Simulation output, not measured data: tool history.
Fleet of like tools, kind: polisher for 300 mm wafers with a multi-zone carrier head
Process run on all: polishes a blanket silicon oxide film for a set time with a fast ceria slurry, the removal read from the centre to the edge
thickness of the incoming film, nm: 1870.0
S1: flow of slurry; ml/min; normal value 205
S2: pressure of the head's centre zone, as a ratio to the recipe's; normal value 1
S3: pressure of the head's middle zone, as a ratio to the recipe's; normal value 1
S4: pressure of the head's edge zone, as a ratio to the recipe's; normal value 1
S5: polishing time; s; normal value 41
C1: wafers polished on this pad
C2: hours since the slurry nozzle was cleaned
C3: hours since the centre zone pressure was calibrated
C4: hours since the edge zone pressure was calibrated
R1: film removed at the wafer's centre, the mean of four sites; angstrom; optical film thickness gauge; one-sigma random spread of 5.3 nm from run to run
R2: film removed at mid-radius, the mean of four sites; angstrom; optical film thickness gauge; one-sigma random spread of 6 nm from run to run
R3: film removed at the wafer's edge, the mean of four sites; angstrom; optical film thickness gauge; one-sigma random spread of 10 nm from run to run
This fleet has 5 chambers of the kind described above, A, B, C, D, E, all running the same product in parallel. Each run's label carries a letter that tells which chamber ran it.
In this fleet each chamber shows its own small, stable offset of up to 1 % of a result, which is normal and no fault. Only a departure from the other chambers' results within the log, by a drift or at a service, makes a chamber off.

run   hour   S1    S2    S3    S4  S5    C1     C2      C3      C4      R1      R2      R3
       3.2  -- chamber C: edge zone pressure recalibrated
       9.8  -- chamber A: slurry nozzle cleaned
 1C   11.1  205     1     1     1  41   957  148.3  1050.7       8  7165.5  7264.3  7031.1
      12.9  -- chamber B: worn pad replaced by a new one
 2A   21.1  205     1     1     1  41   723   11.3   373.4   254.6  7229.7  7278.2  7306.3
        28  -- chamber E: worn pad replaced by a new one
 3D   28.9  205     1     1     1  41   864  161.7     237   462.9  7296.7  7210.3  7139.2
      39.9  -- chamber C: worn pad replaced by a new one
 4B   43.4  205     1     1     1  41   381   93.1   317.9   984.5  7162.9  7188.7    7197
      46.8  -- chamber D: worn pad replaced by a new one
 5E   52.7  205     1     1     1  41   308   81.1   160.8   523.4  7120.5  7263.4  7297.8
      59.3  -- chamber B: centre zone pressure recalibrated
 6C   66.7  205     1     1     1  41   334  203.9  1106.3    63.6  7193.8  7145.9  7312.3
 7E   73.7  205     1     1     1  41   570  102.1   181.8   544.4  7165.2    7264  7182.2
 8B   87.6  205     1     1     1  41   933  137.3    28.4  1028.7  7265.9  7310.7    7105
      88.1  -- chamber A: worn pad replaced by a new one
 9A   98.3  205     1     1     1  41   128   88.5   450.6   331.8  7253.9  7237.2  7234.3
     104.5  -- chamber E: worn pad replaced by a new one
     105.4  -- chamber B: worn pad replaced by a new one
10D  110.6  205     1     1     1  41   797  243.4   318.7   544.6  7273.2  7123.9  7331.1
     112.9  -- chamber C: slurry nozzle cleaned
11B  120.7  205     1     1     1  41   191  170.4    61.5  1061.8  7235.3  7165.5  7159.9
     123.3  -- chamber C: centre zone pressure recalibrated
     126.3  -- chamber C: worn pad replaced by a new one
12E  133.7  205     1     1     1  41   365  162.1   241.8   604.4  7276.9  7232.1  7182.1
13A  147.8  205  0.95     1  0.93  41   746    138   500.1   381.3  6846.2    7268  7123.7
     155.8  -- chamber D: worn pad replaced by a new one
14D  158.8  205  0.95     1  0.93  41    38  291.6   366.9   592.8  6898.4  7203.1  7058.5
15C  167.3  205  0.95     1  0.93  41   512   54.5    44.1   164.2  6809.8  7160.2  6968.6
     170.5  -- chamber E: worn pad replaced by a new one
16C  180.9  205  0.95     1  0.93  41   682   68.1    57.7   177.8  6804.1  7165.5  7060.9
     186.9  -- chamber B: worn pad replaced by a new one
     187.5  -- chamber E: slurry nozzle cleaned
17E  195.5  205  0.95     1  0.93  41   312      8   303.6   666.2  6850.3  7105.8    7000
       196  -- chamber A: worn pad replaced by a new one
     197.5  -- chamber A: edge zone pressure recalibrated
18D  204.6  205     1     1     1  41   610  337.4   412.7   638.6    7205  7239.8    7304
19B  217.1  205     1     1     1  41   378  266.8   157.9  1158.2  7286.9    7095  7401.9
     221.9  -- chamber C: worn pad replaced by a new one
20A  226.4  205     1     1     1  53   380  216.6   578.7      29  9241.9  9502.4  9137.3
     237.3  -- chamber E: worn pad replaced by a new one
21E  242.6  205     1     1     1  53    66   55.1   350.7   713.3  9381.9  9350.9  9410.2
     252.9  -- chamber D: worn pad replaced by a new one
22D  253.2  205     1     1     1  53     4    386   461.3   687.2  9507.5  9352.7  9494.1
23B  260.8  205     1     1     1  53   923  310.5   201.6  1201.9  9435.1  9267.4  9446.8
24C  271.6  205     1     1     1  53   621  158.8   148.4   268.5  9422.5  9306.9  9351.2
25A  282.1  205     1     1     1  41  1075  272.3   634.4    84.7  7217.5  7277.2  7155.8
     289.5  -- chamber B: worn pad replaced by a new one
26A  290.1  205     1     1     1  41  1175  280.3   642.4    92.7  7223.4  7236.4  7247.2
27B  301.1  205     1     1     1  41   145  350.8   241.9  1242.2  7252.9  7234.4  7288.3
     306.2  -- chamber E: worn pad replaced by a new one
     308.9  -- chamber E: centre zone pressure recalibrated
28D    310  205     1  1.04     1  41   713  442.8   518.1     744  7296.6  7534.3  7271.2
     319.5  -- chamber C: worn pad replaced by a new one
29E  319.9  205     1  1.04     1  41   172  132.4    11.1   790.6    7181  7478.8  7180.9
30C    330  205     1  1.04     1  41   131  217.2   206.8   326.9  7181.3  7518.8  7222.7
     335.1  -- chamber C: slurry nozzle cleaned
31B  339.6  205     1  1.04     1  41   626  389.3   280.4  1280.7  7244.2  7434.2  7228.2
32D  347.3  205     1  1.04     1  41  1179  480.1   555.4   781.3    7170  7501.4  7180.5
33C    361  205     1     1     1  41   518     26   237.8   357.9  7247.5  7272.4  7268.5

Next, every chamber runs the same settings. What will each give?
34A  372.6  205   1  1.11   1  41                   ?   ?   ?
34B  372.6  205   1  1.11   1  41                   ?   ?   ?
34C  372.6  205   1  1.11   1  41                   ?   ?   ?
34D  372.6  205   1  1.11   1  41                   ?   ?   ?
34E  372.6  205   1  1.11   1  41                   ?   ?   ?

run      R1      R2      R3
34A  7326.2  7927.4  7260.4
34B  7306.4  7900.2  7071.1
34C  7190.6  7871.7    7324
34D  7288.2  7898.4  7225.6
34E    7233  7847.2  7373.1

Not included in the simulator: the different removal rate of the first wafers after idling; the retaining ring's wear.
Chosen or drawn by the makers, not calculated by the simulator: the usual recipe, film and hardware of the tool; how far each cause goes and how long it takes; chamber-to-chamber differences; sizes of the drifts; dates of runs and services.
